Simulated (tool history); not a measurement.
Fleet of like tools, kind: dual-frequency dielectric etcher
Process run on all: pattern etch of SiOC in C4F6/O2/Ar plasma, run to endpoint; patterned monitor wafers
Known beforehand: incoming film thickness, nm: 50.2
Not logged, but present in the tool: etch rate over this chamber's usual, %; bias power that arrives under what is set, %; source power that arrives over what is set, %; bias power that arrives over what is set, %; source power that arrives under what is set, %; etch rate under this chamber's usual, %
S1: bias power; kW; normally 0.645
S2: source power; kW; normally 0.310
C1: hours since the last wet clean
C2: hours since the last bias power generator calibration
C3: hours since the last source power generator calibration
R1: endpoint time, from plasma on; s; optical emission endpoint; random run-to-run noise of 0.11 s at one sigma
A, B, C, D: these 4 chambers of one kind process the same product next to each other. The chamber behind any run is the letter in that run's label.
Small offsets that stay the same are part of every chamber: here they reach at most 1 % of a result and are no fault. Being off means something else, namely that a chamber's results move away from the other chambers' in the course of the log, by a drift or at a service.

run 1D hour=4.0 | S1=0.645 S2=0.310 | C1=130.0 C2=1140.5 C3=1267.0 | R1=16.856
run 2C hour=7.0 | S1=0.645 S2=0.310 | C1=312.3 C2=485.4 C3=3628.6 | R1=16.742
run 3B hour=12.5 | S1=0.645 S2=0.310 | C1=262.5 C2=3677.5 C3=2383.5 | R1=16.701
run 4A hour=15.1 | S1=0.645 S2=0.310 | C1=401.2 C2=3301.2 C3=1315.7 | R1=16.843
run 5A hour=18.2 | S1=0.645 S2=0.310 | C1=404.3 C2=3304.3 C3=1318.8 | R1=17.054
run 6B hour=21.6 | S1=0.645 S2=0.340 | C1=271.6 C2=3686.6 C3=2392.6 | R1=16.149
run 7D hour=27.4 | S1=0.645 S2=0.340 | C1=153.4 C2=1163.9 C3=1290.4 | R1=16.527
run 8C hour=30.1 | S1=0.645 S2=0.340 | C1=335.4 C2=508.5 C3=3651.7 | R1=16.172
run 9A hour=34.8 | S1=0.645 S2=0.340 | C1=420.9 C2=3320.9 C3=1335.4 | R1=16.517
run 10C hour=38.8 | S1=0.645 S2=0.310 | C1=344.1 C2=517.2 C3=3660.4 | R1=16.868
run 11D hour=42.2 | S1=0.645 S2=0.310 | C1=168.2 C2=1178.7 C3=1305.2 | R1=17.172
run 12B hour=46.3 | S1=0.645 S2=0.310 | C1=296.3 C2=3711.3 C3=2417.3 | R1=16.892
run 13C hour=50.6 | S1=0.645 S2=0.310 | C1=355.9 C2=529.0 C3=3672.2 | R1=16.913
run 14A hour=56.4 | S1=0.645 S2=0.310 | C1=442.5 C2=3342.5 C3=1357.0 | R1=16.820
run 15B hour=61.9 | S1=0.645 S2=0.310 | C1=311.9 C2=3726.9 C3=2432.9 | R1=16.713
run 16D hour=66.9 | S1=0.645 S2=0.310 | C1=192.9 C2=1203.4 C3=1329.9 | R1=17.450
run 17C hour=70.9 | S1=0.645 S2=0.310 | C1=376.2 C2=549.3 C3=3692.5 | R1=16.728
run 18D hour=75.5 | S1=0.645 S2=0.310 | C1=201.5 C2=1212.0 C3=1338.5 | R1=17.316
run 19B hour=78.5 | S1=0.645 S2=0.310 | C1=328.5 C2=3743.5 C3=2449.5 | R1=16.759
run 20A hour=81.8 | S1=0.645 S2=0.310 | C1=467.9 C2=3367.9 C3=1382.4 | R1=17.084
run 21A hour=84.5 | S1=0.645 S2=0.310 | C1=470.6 C2=3370.6 C3=1385.1 | R1=17.230
-- hour=85.6 chamber C: wet clean of the chamber
run 22D hour=90.2 | S1=0.645 S2=0.310 | C1=216.2 C2=1226.7 C3=1353.2 | R1=17.442
run 23C hour=94.2 | S1=0.769 S2=0.340 | C1=8.7 C2=572.6 C3=3715.8 | R1=15.166
run 24B hour=98.4 | S1=0.769 S2=0.340 | C1=348.4 C2=3763.4 C3=2469.4 | R1=15.239
run 25C hour=104.0 | S1=0.769 S2=0.340 | C1=18.5 C2=582.4 C3=3725.6 | R1=15.042
run 26B hour=107.6 | S1=0.769 S2=0.340 | C1=357.6 C2=3772.6 C3=2478.6 | R1=15.143
-- hour=108.0 chamber A: wet clean of the chamber
run 27D hour=113.0 | S1=0.499 S2=0.270 | C1=239.0 C2=1249.5 C3=1376.0 | R1=20.512
run 28A hour=116.4 | S1=0.499 S2=0.270 | C1=8.4 C2=3402.5 C3=1417.0 | R1=19.640
run 29B hour=119.7 | S1=0.499 S2=0.270 | C1=369.7 C2=3784.7 C3=2490.7 | R1=19.471
run 30A hour=124.6 | S1=0.499 S2=0.270 | C1=16.6 C2=3410.7 C3=1425.2 | R1=19.822

For the next run the whole fleet of 4 chambers uses the same settings. Give each chamber's results:
run 31A hour=128.9 | S1=0.547 S2=0.310 | R1=?
run 31B hour=128.9 | S1=0.547 S2=0.310 | R1=?
run 31C hour=128.9 | S1=0.547 S2=0.310 | R1=?
run 31D hour=128.9 | S1=0.547 S2=0.310 | R1=?

run=31A R1=18.202
run=31B R1=17.934
run=31C R1=17.919
run=31D R1=19.031
